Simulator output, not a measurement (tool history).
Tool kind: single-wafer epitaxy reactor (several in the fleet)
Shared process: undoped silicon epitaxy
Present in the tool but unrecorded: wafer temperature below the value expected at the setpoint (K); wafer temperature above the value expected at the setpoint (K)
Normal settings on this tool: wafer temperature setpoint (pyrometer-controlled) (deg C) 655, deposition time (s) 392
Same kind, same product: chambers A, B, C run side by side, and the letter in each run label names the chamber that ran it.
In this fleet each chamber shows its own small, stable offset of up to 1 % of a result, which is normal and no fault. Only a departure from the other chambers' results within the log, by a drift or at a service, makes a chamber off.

run,hour,wafer temperature setpoint (pyrometer-controlled) (deg C),deposition time (s),hours since the last pyrometer calibration,"read-back reference wafer on the same gauge, thickness_nm",mean film thickness on the monitor wafer (Å)
1B,8.2,655,392,800.6,59.048,732.08
2C,15.7,655,392,306.3,59.134,731.27
3A,28.3,655,392,690.8,59.159,730.09
4A,36.2,655,392,698.7,59.106,728.19
5C,46.7,655,392,337.3,59.085,728.88
6B,54.8,655,392,847.2,59.058,739.68
7A,65.1,655,392,727.6,59.136,729.86
8B,74.4,655,392,866.8,59.041,733.22
9C,90.3,655,392,380.9,59.086,726.51
10C,105.8,655,392,396.4,59.042,724.21
11B,114.1,655,392,906.5,59.133,737.41
12A,130.2,665,332,792.7,59.001,770.04
13A,142.6,665,332,805.1,59.111,770.91
14B,155.4,665,332,947.8,59.103,771.88
15C,167.3,655,445,457.9,59.066,811.66
16C,180.3,655,445,470.9,59.11,810.24
17A,191.3,655,445,853.8,59.163,830.46
18B,204.2,655,344,996.6,59.052,647.8
19B,218.6,655,344,1011,59.135,647.21
20C,230.3,655,344,520.9,59.09,613.39
21A,242.3,655,392,904.8,59.065,732.45
22A,257,655,392,919.5,59.174,733.19
23C,268.5,646,434,559.1,59.024,628.49
24B,282.6,646,434,1075,59.132,669.12
25B,297.7,646,434,1090.1,59.103,665.26

For the next run the whole fleet of 3 chambers uses the same settings. Give each chamber's results:
26A,309.2,661,392,,,?
26B,309.2,661,392,,,?
26C,309.2,661,392,,,?

run,mean film thickness on the monitor wafer (Å)
26A,828.56
26B,835.71
26C,773.03
